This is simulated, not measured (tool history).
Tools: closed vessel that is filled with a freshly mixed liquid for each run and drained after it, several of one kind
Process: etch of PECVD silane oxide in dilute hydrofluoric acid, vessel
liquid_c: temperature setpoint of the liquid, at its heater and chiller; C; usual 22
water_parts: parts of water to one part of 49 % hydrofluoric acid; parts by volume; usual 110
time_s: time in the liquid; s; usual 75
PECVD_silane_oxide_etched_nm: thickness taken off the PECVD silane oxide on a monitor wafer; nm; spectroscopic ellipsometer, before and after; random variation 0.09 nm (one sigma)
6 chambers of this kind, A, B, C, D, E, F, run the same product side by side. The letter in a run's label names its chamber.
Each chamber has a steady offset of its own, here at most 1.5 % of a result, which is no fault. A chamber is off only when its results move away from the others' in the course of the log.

run,hour,liquid_c,water_parts,time_s,hours since the thermometer was replaced,hours since the hydrofluoric acid flow meter was replaced,"read-back film thickness of the PECVD silane oxide reference wafer, read on the same gauge (nm)",PECVD_silane_oxide_etched_nm
1C,12.4,22,110,75,138.5,548.5,50.008,11.048
2B,20.8,22,110,75,1866.6,87.3,49.951,11.282
3D,28.2,22,110,75,121.4,1110.9,49.986,11.409
4A,41.3,22,110,75,1415.1,393.5,49.999,11.171
5E,51,22,110,75,260.5,126,50.034,11.219
6F,58.8,22,110,75,838.4,271.5,50.042,11.331
7D,65.8,22,110,75,159,1148.5,49.965,11.289
8B,75.3,22,145,75,1921.1,141.8,49.997,8.3439
9F,85.4,22,145,75,865,298.1,50.036,8.3347
10C,94,22,145,75,220.1,630.1,49.987,8.2449
11E,101.2,22,145,75,310.7,176.2,50.04,8.2263
12A,114.3,22,145,75,1488.1,466.5,49.991,8.1774
13F,121.2,22,145,75,900.8,333.9,49.983,8.3042
14C,128.4,22,110,75,254.5,664.5,50.014,11.199
15B,138.5,22,110,75,1984.3,205,50.003,11.559
16D,148.2,22,110,75,241.4,1230.9,50.029,11.261
17A,157.7,22,110,75,1531.5,509.9,50.01,11.159
18E,168.5,22,110,75,378,243.5,49.995,11.283
19E,181.8,18,110,115,391.3,256.8,49.992,14.934
20D,189.5,18,110,115,282.7,1272.2,50,14.563
21B,199.5,18,110,115,2045.3,266,50.017,15.074
22C,211.2,18,110,115,337.3,747.3,50.015,14.816
23A,221.3,18,110,115,1595.1,573.5,49.986,14.592
24F,229,18,110,115,1008.6,441.7,50.018,15.155
25D,238.5,22,110,75,331.7,1321.2,50.016,11.368
26A,247.2,22,110,75,1621,599.4,50.008,11.038
27E,253.5,22,70,75,463,328.5,49.988,19.031
28F,263.1,22,70,75,1042.7,475.8,49.982,18.859
29B,269,22,70,75,2114.8,335.5,49.99,19.457
30C,282.3,22,70,75,408.4,818.4,50.002,18.564
31B,295.5,22,70,75,2141.3,362,50.026,19.298
32A,306.7,22,70,75,1680.5,658.9,49.984,18.35
33F,312.8,22,110,75,1092.4,525.5,50.021,11.598
34C,322.2,22,110,75,448.3,858.3,50.012,11.422
# hour 327.3: chamber D: hydrofluoric acid flow meter replaced
35E,328.2,22,110,75,537.7,403.2,50.027,11.297
36D,339.5,22,90,90,432.7,12.3,50.036,16.94
37A,345.6,22,90,90,1719.4,697.8,50.015,16.486
38D,354.4,22,90,90,447.6,27.2,50.009,16.872
39F,363.7,22,90,90,1143.3,576.4,49.992,17.264
40C,373,22,90,90,499.1,909.1,50.003,17.016
41B,384.7,22,90,90,2230.5,451.2,50.005,18.331

All 6 chambers run these settings next. Forecast each chamber's results:
42A,394.3,22,110,75,,,,?
42B,394.3,22,110,75,,,,?
42C,394.3,22,110,75,,,,?
42D,394.3,22,110,75,,,,?
42E,394.3,22,110,75,,,,?
42F,394.3,22,110,75,,,,?

run,PECVD_silane_oxide_etched_nm
42A,11.165
42B,12.15
42C,11.369
42D,11.178
42E,11.416
42F,11.402

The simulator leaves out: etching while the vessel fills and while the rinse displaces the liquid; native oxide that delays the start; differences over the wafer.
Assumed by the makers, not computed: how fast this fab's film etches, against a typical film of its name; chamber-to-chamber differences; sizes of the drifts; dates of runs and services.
